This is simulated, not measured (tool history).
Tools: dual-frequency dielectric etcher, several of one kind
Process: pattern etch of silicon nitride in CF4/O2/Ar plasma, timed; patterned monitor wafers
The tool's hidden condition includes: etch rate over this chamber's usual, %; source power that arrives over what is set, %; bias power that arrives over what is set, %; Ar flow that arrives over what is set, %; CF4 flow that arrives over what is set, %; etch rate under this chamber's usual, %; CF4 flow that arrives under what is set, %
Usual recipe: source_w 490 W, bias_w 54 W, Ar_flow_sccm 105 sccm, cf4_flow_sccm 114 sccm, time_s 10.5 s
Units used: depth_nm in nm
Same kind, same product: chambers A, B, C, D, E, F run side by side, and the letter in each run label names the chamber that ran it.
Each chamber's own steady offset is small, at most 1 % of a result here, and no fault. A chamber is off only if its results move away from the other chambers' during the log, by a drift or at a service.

run,hour,source_w,bias_w,Ar_flow_sccm,cf4_flow_sccm,time_s,hours since the last wet clean,hours since the last source power generator calibration,hours since the last bias power generator calibration,hours since the last Ar flow controller change,hours since the last CF4 flow controller change,"read-back reference wafer on the same gauge, depth_nm",depth_nm
1F,9.3,490,54,105,114,10.5,320.2,1658.3,1231.2,17.7,4348.1,17.509,20.431
2D,17.5,490,54,105,114,10.5,135.6,3054.5,547.7,4552.3,2655.8,17.508,20.285
3C,24.4,490,54,105,114,10.5,173.6,3908.2,3037.1,544.5,1216,17.515,20.206
4A,33.9,490,54,105,114,10.5,313.1,2568,371.5,1354,4505.7,17.508,20.659
5B,41.1,490,54,105,114,10.5,245.1,3820.4,3518.4,1845.9,4903.6,17.509,20.375
6E,48.2,490,54,105,114,10.5,274.3,2376.3,1126.3,5118.9,3730.4,17.506,20.377
7B,57.6,490,54,105,114,10.5,261.6,3836.9,3534.9,1862.4,4920.1,17.503,20.496
8A,65.9,490,54,105,114,10.5,345.1,2600,403.5,1386,4537.7,17.486,20.506
# hour 67.3: chamber B: bias power generator calibrated
9C,72.8,490,54,105,114,10.5,222,3956.6,3085.5,592.9,1264.4,17.492,20.294
10E,81.6,450,54,105,129,10.5,307.7,2409.7,1159.7,5152.3,3763.8,17.491,19.306
11F,91.4,450,54,105,129,10.5,402.3,1740.4,1313.3,99.8,4430.2,17.487,19.328
# hour 91.8: chamber F: wet clean of the chamber
12D,100.8,450,54,105,129,10.5,218.9,3137.8,631,4635.6,2739.1,17.482,19.083
13D,111.5,450,54,105,129,10.5,229.6,3148.5,641.7,4646.3,2749.8,17.512,19.095
14C,119.1,450,54,105,129,10.5,268.3,4002.9,3131.8,639.2,1310.7,17.497,19.148
# hour 120.9: chamber A: source power generator calibrated
15B,128.7,450,54,105,129,10.5,332.7,3908,61.4,1933.5,4991.2,17.502,19.126
# hour 128.9: chamber B: CF4 flow controller replaced
16A,137,490,54,105,114,10.5,416.2,16.1,474.6,1457.1,4608.8,17.498,20.44
17F,149.4,490,54,105,114,10.5,57.6,1798.4,1371.3,157.8,4488.2,17.499,20.424
18E,162.7,490,54,105,114,10.5,388.8,2490.8,1240.8,5233.4,3844.9,17.515,20.398
19F,174,490,54,105,114,10.5,82.2,1823,1395.9,182.4,4512.8,17.49,20.476
20A,185,490,54,105,114,10.5,464.2,64.1,522.6,1505.1,4656.8,17.494,20.484
21E,197.8,490,54,105,114,10.5,423.9,2525.9,1275.9,5268.5,3880,17.509,20.591
# hour 198.1: chamber B: Ar flow controller replaced
# hour 199.9: chamber E: Ar flow controller replaced
# hour 204.7: chamber C: wet clean of the chamber
# hour 205.1: chamber A: wet clean of the chamber
22D,209.3,490,54,105,114,10.5,327.4,3246.3,739.5,4744.1,2847.6,17.501,20.064
23B,219.3,490,54,105,114,10.5,423.3,3998.6,152,21.2,90.5,17.494,20.419
24C,227.9,490,54,105,114,10.5,23.2,4111.7,3240.6,748,1419.5,17.492,19.352
25E,240,490,54,105,114,10.5,466.1,2568.1,1318.1,40.1,3922.2,17.497,20.42
26F,249,490,54,105,114,10.5,157.2,1898,1470.9,257.4,4587.8,17.497,20.514
27D,259.4,490,54,105,114,10.5,377.5,3296.4,789.6,4794.2,2897.7,17.497,20.175
28B,265.9,490,54,105,114,10.5,469.9,4045.2,198.6,67.8,137.1,17.51,20.361
# hour 269.2: chamber E: wet clean of the chamber
29A,279.2,490,54,105,114,10.5,74.1,158.3,616.8,1599.3,4751,17.525,20.455
30C,290,490,54,105,114,10.5,85.3,4173.8,3302.7,810.1,1481.6,17.509,19.237
31E,298.1,490,54,105,114,10.5,28.9,2626.2,1376.2,98.2,3980.3,17.494,20.474
32A,307.5,490,54,105,114,10.5,102.4,186.6,645.1,1627.6,4779.3,17.503,20.654
33F,321,490,59,105,114,10.5,229.2,1970,1542.9,329.4,4659.8,17.515,21.1
34D,334,490,59,105,114,10.5,452.1,3371,864.2,4868.8,2972.3,17.493,20.981
# hour 336.8: chamber B: wet clean of the chamber
35B,340.4,490,59,105,114,10.5,3.6,4119.7,273.1,142.3,211.6,17.5,21.102
36C,352.2,490,59,105,114,10.5,147.5,4236,3364.9,872.3,1543.8,17.503,19.877
37C,363,490,59,105,114,10.5,158.3,4246.8,3375.7,883.1,1554.6,17.505,20.036
38B,370.6,490,59,105,114,10.5,33.8,4149.9,303.3,172.5,241.8,17.495,20.934
39E,379.9,490,54,105,114,10.5,110.7,2708,1458,180,4062.1,17.496,20.237
40F,386.7,490,54,105,114,10.5,294.9,2035.7,1608.6,395.1,4725.5,17.492,20.532
41A,397,490,54,105,114,10.5,191.9,276.1,734.6,1717.1,4868.8,17.48,20.68

Is one chamber out of step, is the gauge drifting, or do the chambers differ by no more than their own small offsets? For an off chamber, give its letter and the likeliest cause.

Chamber C has stood off from the others ever since a service on it.
Likeliest cause: etch rate under this chamber's usual, % = 4.84.

Here are 4 candidates for chamber C's next run, each the usual settings with a change, their results left as question marks. Which one brings its results back in line with what the others give on the usual settings?
In line here means within this much of the mean the other chambers give on the usual settings: depth_nm 0.33 nm
42C-1,407.4,490,54,114,105,10.5,,,,,,,?
42C-2,407.4,520,54,105,114,10.5,,,,,,,?
42C-3,407.4,500,54,105,114,10.5,,,,,,,?
42C-4,407.4,490,47,105,110,10.5,,,,,,,?

What the other chambers average on the usual settings: depth_nm 20.406 nm
run,depth_nm
42C-1,18.974
42C-2,20.384
42C-3,19.695
42C-4,18.286
The right change is 42C-2: it brings the chamber back within the allowed miss of the others.
